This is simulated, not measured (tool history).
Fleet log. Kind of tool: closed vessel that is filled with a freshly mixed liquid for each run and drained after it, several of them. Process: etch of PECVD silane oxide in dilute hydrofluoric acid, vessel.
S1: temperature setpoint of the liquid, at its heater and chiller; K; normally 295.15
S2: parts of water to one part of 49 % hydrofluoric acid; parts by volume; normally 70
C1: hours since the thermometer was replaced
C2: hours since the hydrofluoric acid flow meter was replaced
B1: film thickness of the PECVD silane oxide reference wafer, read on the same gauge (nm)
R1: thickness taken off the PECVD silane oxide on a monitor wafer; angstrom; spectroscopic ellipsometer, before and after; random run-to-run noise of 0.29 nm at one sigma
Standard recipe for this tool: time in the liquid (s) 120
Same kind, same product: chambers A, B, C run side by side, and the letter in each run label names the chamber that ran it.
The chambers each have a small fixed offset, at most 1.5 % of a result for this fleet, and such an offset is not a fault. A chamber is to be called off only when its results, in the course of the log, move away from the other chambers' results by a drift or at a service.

run 1C hour=7.1 | S1=295.15 S2=70 time_in_the_liquid_(s)=120 | C1=92.4 C2=381.2 | B1=99.995 | R1=339.06
run 2A hour=18 | S1=295.15 S2=70 time_in_the_liquid_(s)=120 | C1=1576.3 C2=376.3 | B1=99.969 | R1=344.34
run 3B hour=32.1 | S1=295.15 S2=70 time_in_the_liquid_(s)=120 | C1=202.4 C2=1088.6 | B1=100.01 | R1=344.49
run 4C hour=40.6 | S1=295.15 S2=70 time_in_the_liquid_(s)=120 | C1=125.9 C2=414.7 | B1=100 | R1=342.57
run 5B hour=53.4 | S1=295.15 S2=70 time_in_the_liquid_(s)=120 | C1=223.7 C2=1109.9 | B1=100.02 | R1=347.08
run 6A hour=66 | S1=295.15 S2=70 time_in_the_liquid_(s)=120 | C1=1624.3 C2=424.3 | B1=100 | R1=344.1
run 7B hour=77.7 | S1=295.15 S2=70 time_in_the_liquid_(s)=120 | C1=248 C2=1134.2 | B1=99.963 | R1=339.91
run 8A hour=90.2 | S1=299.15 S2=70 time_in_the_liquid_(s)=120 | C1=1648.5 C2=448.5 | B1=100.02 | R1=401.62
run 9C hour=101 | S1=299.15 S2=70 time_in_the_liquid_(s)=120 | C1=186.3 C2=475.1 | B1=99.98 | R1=401.74
run 10C hour=108.4 | S1=299.15 S2=70 time_in_the_liquid_(s)=120 | C1=193.7 C2=482.5 | B1=99.997 | R1=406.11
run 11A hour=116.1 | S1=295.15 S2=70 time_in_the_liquid_(s)=120 | C1=1674.4 C2=474.4 | B1=99.973 | R1=340.57
run 12B hour=123.6 | S1=295.15 S2=70 time_in_the_liquid_(s)=120 | C1=293.9 C2=1180.1 | B1=100.02 | R1=340.73
run 13C hour=138.1 | S1=295.15 S2=70 time_in_the_liquid_(s)=120 | C1=223.4 C2=512.2 | B1=99.957 | R1=341.55
run 14B hour=145.1 | S1=295.15 S2=70 time_in_the_liquid_(s)=120 | C1=315.4 C2=1201.6 | B1=99.999 | R1=346.38
-- hour=152.5 chamber A: hydrofluoric acid flow meter replaced
run 15A hour=159.2 | S1=295.15 S2=70 time_in_the_liquid_(s)=120 | C1=1717.5 C2=6.8 | B1=99.979 | R1=344.16
run 16B hour=173.2 | S1=295.15 S2=70 time_in_the_liquid_(s)=120 | C1=343.5 C2=1229.7 | B1=100.01 | R1=344.06
run 17C hour=180.7 | S1=295.15 S2=70 time_in_the_liquid_(s)=120 | C1=266 C2=554.8 | B1=100.05 | R1=347.75
run 18A hour=193 | S1=295.15 S2=70 time_in_the_liquid_(s)=120 | C1=1751.3 C2=40.6 | B1=100.01 | R1=343.18
run 19C hour=206.7 | S1=295.15 S2=70 time_in_the_liquid_(s)=120 | C1=292 C2=580.8 | B1=99.945 | R1=348.43
run 20A hour=217.5 | S1=295.15 S2=70 time_in_the_liquid_(s)=120 | C1=1775.8 C2=65.1 | B1=100.01 | R1=341.27
run 21B hour=232 | S1=300.15 S2=70 time_in_the_liquid_(s)=120 | C1=402.3 C2=1288.5 | B1=99.999 | R1=421.96
run 22A hour=245.9 | S1=300.15 S2=70 time_in_the_liquid_(s)=120 | C1=1804.2 C2=93.5 | B1=100.01 | R1=413.12
run 23B hour=256.8 | S1=300.15 S2=70 time_in_the_liquid_(s)=120 | C1=427.1 C2=1313.3 | B1=100.01 | R1=419.26
run 24C hour=269.6 | S1=295.15 S2=70 time_in_the_liquid_(s)=100 | C1=354.9 C2=643.7 | B1=100.02 | R1=295.53
run 25B hour=278.4 | S1=295.15 S2=70 time_in_the_liquid_(s)=100 | C1=448.7 C2=1334.9 | B1=100 | R1=286.25
run 26C hour=287.3 | S1=295.15 S2=70 time_in_the_liquid_(s)=100 | C1=372.6 C2=661.4 | B1=100.02 | R1=296.78
run 27A hour=297.9 | S1=295.15 S2=70 time_in_the_liquid_(s)=90 | C1=1856.2 C2=145.5 | B1=99.978 | R1=254.04
run 28B hour=309.6 | S1=295.15 S2=70 time_in_the_liquid_(s)=90 | C1=479.9 C2=1366.1 | B1=99.995 | R1=254.87
run 29C hour=319.9 | S1=295.15 S2=70 time_in_the_liquid_(s)=90 | C1=405.2 C2=694 | B1=99.994 | R1=263.63
run 30A hour=327.6 | S1=295.15 S2=70 time_in_the_liquid_(s)=120 | C1=1885.9 C2=175.2 | B1=99.975 | R1=340.72
run 31C hour=338.9 | S1=295.15 S2=70 time_in_the_liquid_(s)=120 | C1=424.2 C2=713 | B1=100.02 | R1=360.29
run 32A hour=352.1 | S1=295.15 S2=70 time_in_the_liquid_(s)=120 | C1=1910.4 C2=199.7 | B1=100.01 | R1=338.73
run 33B hour=361.4 | S1=295.15 S2=70 time_in_the_liquid_(s)=120 | C1=531.7 C2=1417.9 | B1=100.01 | R1=340.06
run 34C hour=372.6 | S1=295.15 S2=70 time_in_the_liquid_(s)=120 | C1=457.9 C2=746.7 | B1=99.998 | R1=356.8
run 35A hour=383 | S1=295.15 S2=70 time_in_the_liquid_(s)=120 | C1=1941.3 C2=230.6 | B1=99.989 | R1=338.61
run 36B hour=391.6 | S1=295.15 S2=70 time_in_the_liquid_(s)=120 | C1=561.9 C2=1448.1 | B1=100 | R1=344.78
run 37B hour=402.4 | S1=295.15 S2=70 time_in_the_liquid_(s)=120 | C1=572.7 C2=1458.9 | B1=99.975 | R1=340.57
run 38A hour=411.4 | S1=295.15 S2=70 time_in_the_liquid_(s)=120 | C1=1969.7 C2=259 | B1=99.985 | R1=339.31
run 39C hour=420.8 | S1=295.15 S2=70 time_in_the_liquid_(s)=120 | C1=506.1 C2=794.9 | B1=99.972 | R1=363.92
run 40C hour=430.1 | S1=295.15 S2=70 time_in_the_liquid_(s)=120 | C1=515.4 C2=804.2 | B1=100.01 | R1=364.01
run 41B hour=443.8 | S1=295.15 S2=70 time_in_the_liquid_(s)=120 | C1=614.1 C2=1500.3 | B1=100.01 | R1=339.08
run 42A hour=458.1 | S1=295.15 S2=70 time_in_the_liquid_(s)=120 | C1=2016.4 C2=305.7 | B1=100.04 | R1=343.35
run 43A hour=471.6 | S1=295.15 S2=70 time_in_the_liquid_(s)=120 | C1=2029.9 C2=319.2 | B1=99.947 | R1=340.87
run 44B hour=483.4 | S1=295.15 S2=95 time_in_the_liquid_(s)=120 | C1=653.7 C2=1539.9 | B1=100.05 | R1=246.48

Predict what each chamber gives when all 3 of them run the settings below next.
run 45A hour=493.9 | S1=291.65 S2=70 time_in_the_liquid_(s)=120 | R1=?
run 45B hour=493.9 | S1=291.65 S2=70 time_in_the_liquid_(s)=120 | R1=?
run 45C hour=493.9 | S1=291.65 S2=70 time_in_the_liquid_(s)=120 | R1=?

run=45A R1=296.49
run=45B R1=297.41
run=45C R1=315.68
